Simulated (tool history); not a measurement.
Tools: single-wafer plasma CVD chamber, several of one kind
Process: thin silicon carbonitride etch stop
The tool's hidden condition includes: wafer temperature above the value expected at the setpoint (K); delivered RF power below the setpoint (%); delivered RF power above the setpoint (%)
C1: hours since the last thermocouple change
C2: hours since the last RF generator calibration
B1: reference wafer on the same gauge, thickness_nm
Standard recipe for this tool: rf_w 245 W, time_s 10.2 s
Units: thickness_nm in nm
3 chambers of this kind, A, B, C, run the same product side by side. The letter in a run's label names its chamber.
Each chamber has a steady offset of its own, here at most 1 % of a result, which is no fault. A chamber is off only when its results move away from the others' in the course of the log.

run 1B hour=4.4 | rf_w=245 time_s=10.2 | C1=623.2 C2=155.6 | B1=4.9989 | thickness_nm=6.0826
run 2C hour=7.9 | rf_w=245 time_s=10.2 | C1=1066.4 C2=243.4 | B1=4.9973 | thickness_nm=6.2136
run 3A hour=12.7 | rf_w=245 time_s=10.2 | C1=81.9 C2=150.9 | B1=4.998 | thickness_nm=6.1578
run 4A hour=17.2 | rf_w=245 time_s=10.2 | C1=86.4 C2=155.4 | B1=5.0018 | thickness_nm=6.1637
run 5B hour=20.7 | rf_w=245 time_s=10.2 | C1=639.5 C2=171.9 | B1=5.0052 | thickness_nm=6.1247
run 6C hour=23.8 | rf_w=270 time_s=11.2 | C1=1082.3 C2=259.3 | B1=4.9971 | thickness_nm=6.9994
run 7A hour=26.7 | rf_w=270 time_s=11.2 | C1=95.9 C2=164.9 | B1=5.0005 | thickness_nm=6.962
run 8B hour=31.2 | rf_w=270 time_s=11.2 | C1=650 C2=182.4 | B1=5.0018 | thickness_nm=6.9699
run 9C hour=34.1 | rf_w=245 time_s=11.9 | C1=1092.6 C2=269.6 | B1=5.0008 | thickness_nm=7.2125
run 10C hour=36.7 | rf_w=245 time_s=11.9 | C1=1095.2 C2=272.2 | B1=5.0001 | thickness_nm=7.178
run 11B hour=39.7 | rf_w=245 time_s=11.9 | C1=658.5 C2=190.9 | B1=5.0061 | thickness_nm=7.172
run 12A hour=44 | rf_w=245 time_s=10.2 | C1=113.2 C2=182.2 | B1=4.9976 | thickness_nm=6.1797
run 13A hour=47.1 | rf_w=245 time_s=10.2 | C1=116.3 C2=185.3 | B1=4.99 | thickness_nm=6.1768
run 14C hour=51.8 | rf_w=245 time_s=10.2 | C1=1110.3 C2=287.3 | B1=5.0063 | thickness_nm=6.201
run 15B hour=56 | rf_w=245 time_s=10.2 | C1=674.8 C2=207.2 | B1=5.0042 | thickness_nm=6.1246
run 16C hour=60.8 | rf_w=245 time_s=10.2 | C1=1119.3 C2=296.3 | B1=5.0002 | thickness_nm=6.2151
run 17A hour=62.9 | rf_w=245 time_s=10.2 | C1=132.1 C2=201.1 | B1=5.0039 | thickness_nm=6.2199
run 18B hour=67.6 | rf_w=245 time_s=10.2 | C1=686.4 C2=218.8 | B1=5.0029 | thickness_nm=6.1153
run 19A hour=70.8 | rf_w=245 time_s=10.2 | C1=140 C2=209 | B1=4.9996 | thickness_nm=6.1736
run 20B hour=72.9 | rf_w=245 time_s=10.2 | C1=691.7 C2=224.1 | B1=5.004 | thickness_nm=6.1037
run 21C hour=76.5 | rf_w=245 time_s=10.2 | C1=1135 C2=312 | B1=4.9984 | thickness_nm=6.12
run 22B hour=80.1 | rf_w=220 time_s=10.2 | C1=698.9 C2=231.3 | B1=5.0009 | thickness_nm=5.9444
run 23A hour=84.4 | rf_w=220 time_s=10.2 | C1=153.6 C2=222.6 | B1=5.003 | thickness_nm=5.9276
run 24C hour=87.9 | rf_w=220 time_s=10.2 | C1=1146.4 C2=323.4 | B1=4.9996 | thickness_nm=6.0439
run 25C hour=91.7 | rf_w=245 time_s=10.2 | C1=1150.2 C2=327.2 | B1=4.997 | thickness_nm=6.2089
run 26B hour=94.6 | rf_w=280 time_s=11.8 | C1=713.4 C2=245.8 | B1=4.9949 | thickness_nm=7.3876
run 27A hour=99.2 | rf_w=280 time_s=11.8 | C1=168.4 C2=237.4 | B1=5.0015 | thickness_nm=7.4249
run 28A hour=103.6 | rf_w=280 time_s=11.8 | C1=172.8 C2=241.8 | B1=4.9991 | thickness_nm=7.3988
run 29C hour=106.7 | rf_w=245 time_s=10.2 | C1=1165.2 C2=342.2 | B1=5.0032 | thickness_nm=6.1258
run 30B hour=111.4 | rf_w=245 time_s=10.2 | C1=730.2 C2=262.6 | B1=4.9986 | thickness_nm=6.1431
run 31A hour=115.5 | rf_w=225 time_s=10.2 | C1=184.7 C2=253.7 | B1=5.0064 | thickness_nm=6.0174
run 32C hour=119.9 | rf_w=225 time_s=10.2 | C1=1178.4 C2=355.4 | B1=4.9989 | thickness_nm=5.9703
run 33B hour=123.6 | rf_w=225 time_s=10.2 | C1=742.4 C2=274.8 | B1=4.9969 | thickness_nm=5.9729
run 34A hour=128.2 | rf_w=245 time_s=8.6 | C1=197.4 C2=266.4 | B1=4.9998 | thickness_nm=5.1773
run 35C hour=132.7 | rf_w=245 time_s=8.6 | C1=1191.2 C2=368.2 | B1=5.0012 | thickness_nm=5.2318
run 36B hour=136.7 | rf_w=245 time_s=8.6 | C1=755.5 C2=287.9 | B1=4.992 | thickness_nm=5.107
run 37B hour=139 | rf_w=245 time_s=10.2 | C1=757.8 C2=290.2 | B1=5.005 | thickness_nm=6.1666
run 38C hour=142.3 | rf_w=245 time_s=10.2 | C1=1200.8 C2=377.8 | B1=4.9961 | thickness_nm=6.1586
run 39A hour=146.9 | rf_w=245 time_s=10.2 | C1=216.1 C2=285.1 | B1=4.9973 | thickness_nm=6.2124

For the next run the whole fleet of 3 chambers uses the same settings. Give each chamber's results:
run 40A hour=150.4 | rf_w=245 time_s=9.2 | thickness_nm=?
run 40B hour=150.4 | rf_w=245 time_s=9.2 | thickness_nm=?
run 40C hour=150.4 | rf_w=245 time_s=9.2 | thickness_nm=?

run=40A thickness_nm=5.5505
run=40B thickness_nm=5.5631
run=40C thickness_nm=5.5823
